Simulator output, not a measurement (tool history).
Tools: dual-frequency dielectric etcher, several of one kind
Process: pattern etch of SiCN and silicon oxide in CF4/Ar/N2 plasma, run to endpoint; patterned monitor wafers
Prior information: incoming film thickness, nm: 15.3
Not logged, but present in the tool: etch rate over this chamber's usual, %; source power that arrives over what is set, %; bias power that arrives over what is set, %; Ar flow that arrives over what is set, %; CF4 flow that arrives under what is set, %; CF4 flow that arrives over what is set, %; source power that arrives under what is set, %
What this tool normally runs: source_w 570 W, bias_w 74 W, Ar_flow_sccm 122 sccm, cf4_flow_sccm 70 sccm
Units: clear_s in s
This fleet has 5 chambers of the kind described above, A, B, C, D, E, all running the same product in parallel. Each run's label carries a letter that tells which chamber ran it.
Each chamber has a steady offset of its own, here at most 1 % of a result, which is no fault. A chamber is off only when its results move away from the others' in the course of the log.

run,hour,source_w,bias_w,Ar_flow_sccm,cf4_flow_sccm,hours since the last wet clean,hours since the last source power generator calibration,hours since the last bias power generator calibration,hours since the last Ar flow controller change,hours since the last CF4 flow controller change,clear_s
1D,12.1,570,74,122,70,64.4,2400.8,1710.4,1912.7,1017.1,14.805
2B,23.5,570,74,122,70,361.7,1528.9,564.0,385.1,2789.8,14.616
3A,33.8,570,74,122,70,179.4,1732.8,664.8,4017.9,229.8,14.938
# hour 35.0: chamber A: source power generator calibrated
4E,43.5,570,74,122,70,100.8,1234.6,2326.3,78.2,1503.8,14.778
5C,50.4,570,74,122,70,355.5,188.7,4194.5,1362.8,306.5,14.617
# hour 53.6: chamber B: wet clean of the chamber
6B,58.8,570,74,122,70,5.3,1564.2,599.3,420.4,2825.1,14.735
7D,65.2,570,74,122,70,117.5,2453.9,1763.5,1965.8,1070.2,14.796
8A,73.1,570,74,122,70,218.7,38.1,704.1,4057.2,269.1,14.959
9E,84.5,570,74,122,70,141.8,1275.6,2367.3,119.2,1544.8,14.785
10C,96.9,570,74,122,70,402.0,235.2,4241.0,1409.3,353.0,14.447
11B,104.0,570,74,133,70,50.5,1609.4,644.5,465.6,2870.3,14.935
12D,112.2,570,74,133,70,164.5,2500.9,1810.5,2012.8,1117.2,15.094
13E,124.6,570,74,133,70,181.9,1315.7,2407.4,159.3,1584.9,14.906
14A,132.4,570,74,133,70,278.0,97.4,763.4,4116.5,328.4,14.992
15C,139.8,570,74,133,70,444.9,278.1,4283.9,1452.2,395.9,14.599
16B,152.1,500,74,122,70,98.6,1657.5,692.6,513.7,2918.4,16.531
17E,159.9,500,74,122,70,217.2,1351.0,2442.7,194.6,1620.2,16.524
18A,171.1,500,74,122,70,316.7,136.1,802.1,4155.2,367.1,16.749
19C,181.3,500,74,122,70,486.4,319.6,4325.4,1493.7,437.4,15.867
20D,188.4,500,74,122,70,240.7,2577.1,1886.7,2089.0,1193.4,16.456
21B,196.3,570,74,122,70,142.8,1701.7,736.8,557.9,2962.6,14.801
# hour 201.6: chamber C: bias power generator calibrated
22C,205.5,570,74,122,70,510.6,343.8,3.9,1517.9,461.6,14.240
23A,214.7,570,74,122,70,360.3,179.7,845.7,4198.8,410.7,14.861
24E,222.3,440,74,122,70,279.6,1413.4,2505.1,257.0,1682.6,18.622
25D,231.2,440,74,122,70,283.5,2619.9,1929.5,2131.8,1236.2,18.639
26D,239.0,440,74,122,70,291.3,2627.7,1937.3,2139.6,1244.0,18.439
# hour 247.5: chamber A: wet clean of the chamber
27A,249.9,440,74,122,70,2.5,214.9,880.9,4234.0,445.9,18.470
# hour 255.1: chamber E: CF4 flow controller replaced
28C,260.0,440,74,122,70,565.1,398.3,58.4,1572.4,516.1,17.680
29E,266.9,570,74,122,70,324.2,1458.0,2549.7,301.6,11.8,14.871
30B,277.2,570,74,122,70,223.7,1782.6,817.7,638.8,3043.5,14.734
# hour 279.0: chamber D: wet clean of the chamber
# hour 281.0: chamber D: Ar flow controller replaced
31D,283.0,570,74,122,70,4.0,2671.7,1981.3,2.0,1288.0,14.629
32E,293.7,640,74,144,70,351.0,1484.8,2576.5,328.4,38.6,13.661
33B,302.6,640,74,144,70,249.1,1808.0,843.1,664.2,3068.9,13.626
34A,308.8,640,74,144,70,61.4,273.8,939.8,4292.9,504.8,13.813
35C,317.7,640,74,144,70,622.8,456.0,116.1,1630.1,573.8,13.019
36B,327.6,640,74,144,70,274.1,1833.0,868.1,689.2,3093.9,13.640
37A,335.0,570,74,122,70,87.6,300.0,966.0,4319.1,531.0,14.816
38D,344.7,570,74,122,63,65.7,2733.4,2043.0,63.7,1349.7,15.101

Next, every chamber runs the same settings. What will each give?
39A,354.0,570,74,122,70,,,,,,?
39B,354.0,570,74,122,70,,,,,,?
39C,354.0,570,74,122,70,,,,,,?
39D,354.0,570,74,122,70,,,,,,?
39E,354.0,570,74,122,70,,,,,,?

run,clear_s
39A,14.886
39B,14.617
39C,13.883
39D,14.800
39E,14.692
